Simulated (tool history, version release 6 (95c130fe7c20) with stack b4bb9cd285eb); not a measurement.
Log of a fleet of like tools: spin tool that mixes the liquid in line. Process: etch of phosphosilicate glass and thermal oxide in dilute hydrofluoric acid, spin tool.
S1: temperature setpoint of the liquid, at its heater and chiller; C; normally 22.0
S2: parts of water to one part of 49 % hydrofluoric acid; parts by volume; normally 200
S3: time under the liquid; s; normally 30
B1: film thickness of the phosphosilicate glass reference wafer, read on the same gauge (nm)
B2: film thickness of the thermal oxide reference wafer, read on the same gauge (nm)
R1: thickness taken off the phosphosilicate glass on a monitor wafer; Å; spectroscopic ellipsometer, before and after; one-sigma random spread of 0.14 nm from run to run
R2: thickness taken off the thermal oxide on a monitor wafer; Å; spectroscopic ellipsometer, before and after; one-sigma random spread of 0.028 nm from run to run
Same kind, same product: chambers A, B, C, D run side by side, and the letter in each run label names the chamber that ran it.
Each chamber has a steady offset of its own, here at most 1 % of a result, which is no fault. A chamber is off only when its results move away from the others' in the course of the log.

run	hour	S1	S2	S3	B1	B2	R1	R2
1A	7.1	22.0	200	30	120.03	69.987	202.45	5.8756
2C	16.5	22.0	200	30	119.97	70.009	202.62	5.6955
3D	22.7	22.0	200	30	119.99	69.979	200.83	6.2452
4B	31.3	22.0	200	30	120.00	70.027	203.04	5.7869
5A	41.9	22.0	200	30	120.01	69.987	201.65	5.6948
6D	46.8	22.0	200	30	119.99	70.030	200.52	5.7880
7B	54.3	22.0	200	30	119.98	70.018	202.29	5.7062
8C	60.1	22.0	200	30	120.01	69.972	203.00	5.8177
9B	67.5	22.0	200	30	119.98	70.024	199.54	5.3557
10D	75.1	22.0	200	30	120.00	70.006	204.08	6.1793
11A	81.7	22.0	200	30	120.02	70.007	205.05	5.2771
12C	88.7	25.0	280	30	119.98	69.989	147.37	4.1321
13B	98.5	25.0	280	30	120.04	70.032	146.15	4.1549
14A	107.5	25.0	280	30	119.96	70.006	147.78	4.2641
15D	112.4	25.0	280	30	120.01	70.016	148.67	3.5654
16C	119.8	22.0	200	30	119.98	70.004	205.58	5.5647
17A	128.5	22.0	200	30	119.98	69.987	200.48	5.7716
18C	133.4	22.0	200	30	119.96	69.994	201.31	5.6799
19B	138.5	22.0	200	30	120.00	69.995	203.62	4.9497
20D	148.0	22.0	200	30	120.01	69.982	202.79	5.6853
21A	153.1	22.0	200	30	120.01	70.021	202.25	5.6097
22D	159.3	22.0	200	30	119.99	70.036	203.76	5.2181
23B	165.6	22.0	200	30	120.00	69.972	200.35	5.6077
24C	172.4	22.0	200	30	120.01	70.004	195.78	5.2688
25C	182.0	17.5	135	30	119.99	70.014	261.96	7.6651
26A	189.7	17.5	135	30	120.00	69.963	268.65	7.0014
27B	198.5	17.5	135	30	120.00	70.028	266.09	8.0099
28D	203.7	17.5	135	30	120.00	70.007	272.51	7.7621
29B	214.1	22.0	200	30	119.99	69.998	200.66	5.4288
30C	218.7	25.5	200	30	119.99	70.005	222.55	6.4546
31A	224.6	25.5	200	30	119.97	70.007	228.22	6.8035
32D	233.1	25.5	200	30	120.01	69.971	230.75	6.3936
33A	238.1	25.5	200	30	120.02	69.980	234.18	5.9738
34B	243.2	22.0	200	30	120.01	70.000	200.64	5.6189
35D	252.1	22.0	200	30	120.00	70.002	204.17	5.5244
36C	257.4	22.0	200	30	120.01	70.006	189.05	5.6152
37A	262.9	22.0	200	30	120.00	69.995	201.68	5.8692
38C	273.4	22.0	200	30	119.99	70.005	190.20	4.7060

One chamber off, gauge drift, or nothing amiss beyond the chambers' own small offsets? If it is a chamber, which one, and what is the likeliest cause?

Little by little, chamber C moves away from the other chambers.
Most likely cause: liquid colder than its thermometer reads (K) = 1.88.
The log may not separate it from: hydrofluoric acid flow below the setpoint (%).

Here are 4 candidates for chamber C's next run, each the usual settings with a change, their results left as question marks. Which one brings its results back in line with what the others give on the usual settings?
To be in line, a result may differ from the other chambers' mean on the usual settings by at most: R1 4.90 Å; R2 0.9900 Å
39C-1	281.0	22.0	205	30			?	?
39C-2	281.0	22.0	195	30			?	?
39C-3	281.0	22.0	190	30			?	?
39C-4	281.0	22.0	210	30			?	?

On the usual settings, the other chambers give on average: R1 201.61 Å; R2 5.6947 Å
run	R1	R2
39C-1	183.62	5.0457
39C-2	195.12	5.3619
39C-3	201.35	5.5329
39C-4	178.30	4.8996
39C-3 is the one that brings the chamber's results back in line with the other chambers.

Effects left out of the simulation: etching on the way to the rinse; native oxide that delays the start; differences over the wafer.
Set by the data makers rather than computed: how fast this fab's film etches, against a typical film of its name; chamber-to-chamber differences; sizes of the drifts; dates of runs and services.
